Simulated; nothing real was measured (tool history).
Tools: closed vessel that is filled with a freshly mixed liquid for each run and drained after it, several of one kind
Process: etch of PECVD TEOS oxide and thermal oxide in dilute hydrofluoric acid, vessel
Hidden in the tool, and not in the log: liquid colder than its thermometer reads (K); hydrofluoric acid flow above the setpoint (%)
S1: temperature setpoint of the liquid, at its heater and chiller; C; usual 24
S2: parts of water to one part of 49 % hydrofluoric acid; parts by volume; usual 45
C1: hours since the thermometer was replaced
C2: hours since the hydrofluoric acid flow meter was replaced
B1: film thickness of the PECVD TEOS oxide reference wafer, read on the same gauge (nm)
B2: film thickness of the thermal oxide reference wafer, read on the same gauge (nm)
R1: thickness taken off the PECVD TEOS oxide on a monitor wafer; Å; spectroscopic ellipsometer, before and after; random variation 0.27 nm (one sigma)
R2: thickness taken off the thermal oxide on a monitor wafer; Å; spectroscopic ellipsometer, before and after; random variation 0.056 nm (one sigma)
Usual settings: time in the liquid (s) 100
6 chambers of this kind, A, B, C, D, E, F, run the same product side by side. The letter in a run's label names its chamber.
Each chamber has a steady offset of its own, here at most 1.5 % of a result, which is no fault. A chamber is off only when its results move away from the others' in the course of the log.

run 1A hour=10.3 | S1=24 S2=45 time_in_the_liquid_(s)=100 | C1=362.6 C2=944.1 | B1=60.002 B2=139.99 | R1=327.00 R2=110.570
run 2B hour=17.7 | S1=24 S2=45 time_in_the_liquid_(s)=100 | C1=268.3 C2=87.8 | B1=60.004 B2=140.00 | R1=328.23 R2=110.140
run 3D hour=27.4 | S1=24 S2=45 time_in_the_liquid_(s)=100 | C1=1801.9 C2=321.0 | B1=60.004 B2=140.02 | R1=321.93 R2=107.990
run 4C hour=37.4 | S1=24 S2=45 time_in_the_liquid_(s)=100 | C1=189.8 C2=356.0 | B1=59.989 B2=140.01 | R1=324.27 R2=108.580
run 5E hour=43.8 | S1=24 S2=45 time_in_the_liquid_(s)=100 | C1=148.5 C2=464.5 | B1=59.976 B2=140.00 | R1=317.40 R2=110.740
run 6F hour=52.6 | S1=24 S2=45 time_in_the_liquid_(s)=100 | C1=420.3 C2=363.4 | B1=60.018 B2=139.99 | R1=326.71 R2=108.760
run 7D hour=60.9 | S1=24 S2=45 time_in_the_liquid_(s)=100 | C1=1835.4 C2=354.5 | B1=60.021 B2=139.99 | R1=326.63 R2=109.010
run 8B hour=74.3 | S1=24 S2=45 time_in_the_liquid_(s)=100 | C1=324.9 C2=144.4 | B1=60.017 B2=139.97 | R1=320.54 R2=109.770
run 9F hour=83.3 | S1=24 S2=45 time_in_the_liquid_(s)=100 | C1=451.0 C2=394.1 | B1=60.009 B2=139.99 | R1=330.48 R2=109.500
run 10E hour=93.2 | S1=24 S2=45 time_in_the_liquid_(s)=60 | C1=197.9 C2=513.9 | B1=60.024 B2=140.02 | R1=193.30 R2=66.610
run 11A hour=100.8 | S1=24 S2=45 time_in_the_liquid_(s)=60 | C1=453.1 C2=1034.6 | B1=60.002 B2=140.02 | R1=196.22 R2=65.331
-- hour=108.4 chamber F: hydrofluoric acid flow meter replaced
run 12C hour=112.5 | S1=24 S2=45 time_in_the_liquid_(s)=60 | C1=264.9 C2=431.1 | B1=59.986 B2=140.01 | R1=193.57 R2=64.973
run 13B hour=123.4 | S1=24 S2=45 time_in_the_liquid_(s)=60 | C1=374.0 C2=193.5 | B1=60.009 B2=139.99 | R1=192.89 R2=66.104
run 14E hour=137.4 | S1=24 S2=45 time_in_the_liquid_(s)=60 | C1=242.1 C2=558.1 | B1=59.994 B2=139.98 | R1=195.25 R2=66.882
run 15C hour=151.5 | S1=24 S2=45 time_in_the_liquid_(s)=60 | C1=303.9 C2=470.1 | B1=60.008 B2=139.99 | R1=193.52 R2=65.353
run 16D hour=164.5 | S1=24 S2=45 time_in_the_liquid_(s)=100 | C1=1939.0 C2=458.1 | B1=60.020 B2=140.00 | R1=327.45 R2=109.260
run 17A hour=172.6 | S1=24 S2=35 time_in_the_liquid_(s)=55 | C1=524.9 C2=1106.4 | B1=60.004 B2=140.00 | R1=234.10 R2=78.611
run 18F hour=179.8 | S1=24 S2=35 time_in_the_liquid_(s)=55 | C1=547.5 C2=71.5 | B1=60.009 B2=139.99 | R1=230.60 R2=77.866
run 19C hour=190.6 | S1=24 S2=35 time_in_the_liquid_(s)=55 | C1=343.0 C2=509.2 | B1=60.014 B2=139.99 | R1=235.36 R2=78.235
run 20A hour=201.2 | S1=24 S2=35 time_in_the_liquid_(s)=55 | C1=553.5 C2=1135.0 | B1=59.991 B2=140.02 | R1=235.17 R2=79.036
run 21F hour=210.2 | S1=24 S2=35 time_in_the_liquid_(s)=55 | C1=577.9 C2=101.9 | B1=59.995 B2=140.01 | R1=234.30 R2=78.008
-- hour=213.6 chamber D: thermometer replaced
run 22B hour=220.4 | S1=24 S2=35 time_in_the_liquid_(s)=55 | C1=471.0 C2=290.5 | B1=60.000 B2=139.99 | R1=231.34 R2=78.020
run 23D hour=228.1 | S1=24 S2=45 time_in_the_liquid_(s)=100 | C1=14.6 C2=521.7 | B1=60.001 B2=140.03 | R1=322.44 R2=109.870
run 24E hour=238.4 | S1=24 S2=45 time_in_the_liquid_(s)=100 | C1=343.1 C2=659.1 | B1=60.001 B2=139.99 | R1=321.35 R2=109.240
run 25B hour=247.1 | S1=24 S2=35 time_in_the_liquid_(s)=140 | C1=497.7 C2=317.2 | B1=60.009 B2=140.00 | R1=594.88 R2=197.380
run 26F hour=261.8 | S1=24 S2=35 time_in_the_liquid_(s)=140 | C1=629.5 C2=153.5 | B1=59.990 B2=140.01 | R1=588.07 R2=196.760
run 27E hour=269.7 | S1=24 S2=35 time_in_the_liquid_(s)=140 | C1=374.4 C2=690.4 | B1=60.001 B2=139.99 | R1=598.87 R2=201.980
run 28C hour=278.9 | S1=24 S2=35 time_in_the_liquid_(s)=140 | C1=431.3 C2=597.5 | B1=60.012 B2=139.99 | R1=600.56 R2=200.730
-- hour=285.3 chamber B: thermometer replaced
run 29A hour=293.1 | S1=24 S2=35 time_in_the_liquid_(s)=140 | C1=645.4 C2=1226.9 | B1=59.982 B2=140.01 | R1=592.43 R2=202.390
run 30D hour=303.6 | S1=24 S2=35 time_in_the_liquid_(s)=140 | C1=90.1 C2=597.2 | B1=59.989 B2=139.99 | R1=593.75 R2=199.070
run 31D hour=317.1 | S1=24 S2=45 time_in_the_liquid_(s)=100 | C1=103.6 C2=610.7 | B1=60.021 B2=140.01 | R1=324.13 R2=109.800
run 32F hour=324.8 | S1=22 S2=45 time_in_the_liquid_(s)=145 | C1=692.5 C2=216.5 | B1=60.013 B2=139.98 | R1=432.34 R2=145.170
run 33C hour=331.9 | S1=22 S2=45 time_in_the_liquid_(s)=145 | C1=484.3 C2=650.5 | B1=59.999 B2=140.00 | R1=435.84 R2=146.200
run 34B hour=341.3 | S1=22 S2=45 time_in_the_liquid_(s)=145 | C1=56.0 C2=411.4 | B1=59.984 B2=140.01 | R1=440.43 R2=146.620
run 35A hour=349.5 | S1=22 S2=45 time_in_the_liquid_(s)=145 | C1=701.8 C2=1283.3 | B1=60.003 B2=140.00 | R1=431.33 R2=147.220
run 36E hour=357.2 | S1=22 S2=45 time_in_the_liquid_(s)=145 | C1=461.9 C2=777.9 | B1=60.015 B2=140.01 | R1=433.36 R2=147.070
-- hour=360.9 chamber A: thermometer replaced
run 37B hour=367.5 | S1=22 S2=45 time_in_the_liquid_(s)=145 | C1=82.2 C2=437.6 | B1=59.986 B2=140.00 | R1=430.11 R2=147.180
run 38C hour=379.8 | S1=24 S2=35 time_in_the_liquid_(s)=100 | C1=532.2 C2=698.4 | B1=59.991 B2=140.01 | R1=423.32 R2=142.380
run 39F hour=389.5 | S1=24 S2=35 time_in_the_liquid_(s)=100 | C1=757.2 C2=281.2 | B1=59.997 B2=140.00 | R1=427.59 R2=141.220
run 40E hour=396.7 | S1=24 S2=35 time_in_the_liquid_(s)=100 | C1=501.4 C2=817.4 | B1=59.974 B2=140.00 | R1=422.28 R2=145.540
run 41D hour=406.1 | S1=24 S2=35 time_in_the_liquid_(s)=100 | C1=192.6 C2=699.7 | B1=60.002 B2=140.00 | R1=426.42 R2=141.110
run 42A hour=420.4 | S1=24 S2=35 time_in_the_liquid_(s)=100 | C1=59.5 C2=1354.2 | B1=60.015 B2=140.01 | R1=431.70 R2=143.470

All 6 chambers run these settings next. Forecast each chamber's results:
run 43A hour=431.1 | S1=24 S2=45 time_in_the_liquid_(s)=100 | R1=? R2=?
run 43B hour=431.1 | S1=24 S2=45 time_in_the_liquid_(s)=100 | R1=? R2=?
run 43C hour=431.1 | S1=24 S2=45 time_in_the_liquid_(s)=100 | R1=? R2=?
run 43D hour=431.1 | S1=24 S2=45 time_in_the_liquid_(s)=100 | R1=? R2=?
run 43E hour=431.1 | S1=24 S2=45 time_in_the_liquid_(s)=100 | R1=? R2=?
run 43F hour=431.1 | S1=24 S2=45 time_in_the_liquid_(s)=100 | R1=? R2=?

run=43A R1=326.02 R2=109.670
run=43B R1=322.45 R2=109.980
run=43C R1=325.20 R2=109.000
run=43D R1=328.09 R2=109.090
run=43E R1=319.33 R2=111.020
run=43F R1=326.04 R2=108.180

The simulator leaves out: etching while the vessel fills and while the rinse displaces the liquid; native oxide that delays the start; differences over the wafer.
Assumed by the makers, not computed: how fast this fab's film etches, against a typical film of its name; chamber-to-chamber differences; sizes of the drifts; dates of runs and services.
